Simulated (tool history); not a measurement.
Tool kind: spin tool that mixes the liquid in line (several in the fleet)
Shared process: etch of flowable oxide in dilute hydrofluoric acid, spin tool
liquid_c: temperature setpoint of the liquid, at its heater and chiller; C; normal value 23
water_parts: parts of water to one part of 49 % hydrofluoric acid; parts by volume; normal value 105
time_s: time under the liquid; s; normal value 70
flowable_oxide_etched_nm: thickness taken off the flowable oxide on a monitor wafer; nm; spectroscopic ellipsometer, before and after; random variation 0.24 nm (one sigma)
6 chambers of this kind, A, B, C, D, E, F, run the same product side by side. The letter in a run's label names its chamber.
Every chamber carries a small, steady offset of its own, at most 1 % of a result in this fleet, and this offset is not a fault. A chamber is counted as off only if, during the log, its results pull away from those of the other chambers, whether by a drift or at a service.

run,day,liquid_c,water_parts,time_s,"read-back film thickness of the flowable oxide reference wafer, read on the same gauge (nm)",flowable_oxide_etched_nm
1A,0.462,23,105,70,90.02,28.916
2E,1.075,23,105,70,90.017,28.203
3B,1.433,23,105,70,89.968,29.268
4F,2.008,23,105,70,89.981,29.085
5D,2.358,23,105,70,89.97,28.521
6C,2.796,23,105,70,90.02,28.744
7A,3.175,23,105,70,89.977,28.784
8D,3.8,23,105,70,89.981,28.369
9E,4.1,23,105,70,89.995,28.829
10C,4.496,23,105,70,90.02,28.908
11B,4.925,23,105,70,90.024,29.092
12F,5.433,23,105,70,90.023,29.048
13D,5.829,23,105,70,89.999,28.62
14F,6.417,23,105,70,90.003,28.636
15B,7.075,23,105,70,90.011,28.436
16A,7.371,23,105,70,90.006,28.68
17E,7.746,23,105,70,90.023,28.518
18C,8.296,23,105,70,89.997,28.785
19B,8.942,23,105,70,89.966,28.955
20A,9.288,23,105,70,90.018,28.57
21F,9.692,23,105,70,90.015,30.073
22C,10,23,105,70,90.001,29.212
# day 10.142: chamber F: hydrofluoric acid flow meter replaced
23D,10.458,23,105,70,90.001,28.524
24E,11.046,23,105,70,90.01,28.811
# day 11.138: chamber E: hydrofluoric acid flow meter replaced
25F,11.671,23,85,95,90.014,52.197
26A,12.167,23,85,95,89.991,49.272
27E,12.492,23,85,95,89.989,49.64
28C,12.967,23,85,95,89.972,49.356
29B,13.312,23,85,95,89.996,49.8
30D,13.688,23,85,95,89.997,49.288
31F,14.029,23,105,70,89.983,30.831
32D,14.692,23,105,70,90,28.534
33E,14.992,23,105,70,89.955,28.497
34C,15.388,26,105,70,89.979,32.635
35B,15.862,26,105,70,90.025,31.589
36A,16.454,26,105,70,89.98,32.629
37F,17.092,26,105,70,90.011,35.271

Next, every chamber runs the same settings. What will each give?
38A,17.567,23,105,45,,?
38B,17.567,23,105,45,,?
38C,17.567,23,105,45,,?
38D,17.567,23,105,45,,?
38E,17.567,23,105,45,,?
38F,17.567,23,105,45,,?

run,flowable_oxide_etched_nm
38A,18.6
38B,18.298
38C,18.401
38D,18.208
38E,18.365
38F,20.198
